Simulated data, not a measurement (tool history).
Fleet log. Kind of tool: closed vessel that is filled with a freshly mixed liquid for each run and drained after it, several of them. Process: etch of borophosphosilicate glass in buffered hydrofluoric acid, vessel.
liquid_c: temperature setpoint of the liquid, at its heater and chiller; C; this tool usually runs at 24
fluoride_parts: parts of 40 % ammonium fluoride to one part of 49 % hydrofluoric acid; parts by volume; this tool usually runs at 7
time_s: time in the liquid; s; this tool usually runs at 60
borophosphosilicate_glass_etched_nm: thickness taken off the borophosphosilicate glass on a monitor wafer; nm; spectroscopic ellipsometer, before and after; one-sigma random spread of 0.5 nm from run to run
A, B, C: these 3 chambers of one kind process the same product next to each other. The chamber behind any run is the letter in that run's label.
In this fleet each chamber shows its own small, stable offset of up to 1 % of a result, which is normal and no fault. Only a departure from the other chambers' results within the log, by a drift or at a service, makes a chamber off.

run,hour,liquid_c,fluoride_parts,time_s,"read-back film thickness of the borophosphosilicate glass reference wafer, read on the same gauge (nm)",borophosphosilicate_glass_etched_nm
1A,3.7,24,7,60,100.01,120.95
2B,8.6,24,7,60,100.01,120.06
3C,13.7,24,7,60,99.955,121.44
4C,18.7,24,7,60,99.991,120.82
5A,21.7,24,7,60,100.03,121.57
6B,24.2,24,7,60,100.02,120.89
# hour 24.3: chamber A: thermometer replaced
7A,27.4,24,7,60,99.993,121.25
8B,32,21,10,60,99.96,72.642
9C,34.6,21,10,60,100.02,73.102
10A,38.6,21,10,60,100,72.532
11B,41.8,24,7,60,100.02,119.45
12C,46.2,24,7,60,99.994,120.09
13B,49.7,24,7,75,100.04,149.33
14C,52.3,24,7,75,99.972,147.93
15A,56.8,24,7,75,100.02,150.79
16C,61.7,24,7,60,100.02,116.86
17B,64.5,24,7,60,99.981,120.9
18A,67.4,24,7,60,100.01,120.99
19C,71.3,24,7,60,100,116.29
20A,75,24,7,60,100,121.38
21B,79.9,26,7,75,100.02,166.77

Next, every chamber runs the same settings. What will each give?
22A,83.6,24,7,60,,?
22B,83.6,24,7,60,,?
22C,83.6,24,7,60,,?

run,borophosphosilicate_glass_etched_nm
22A,120.28
22B,120.06
22C,114.57

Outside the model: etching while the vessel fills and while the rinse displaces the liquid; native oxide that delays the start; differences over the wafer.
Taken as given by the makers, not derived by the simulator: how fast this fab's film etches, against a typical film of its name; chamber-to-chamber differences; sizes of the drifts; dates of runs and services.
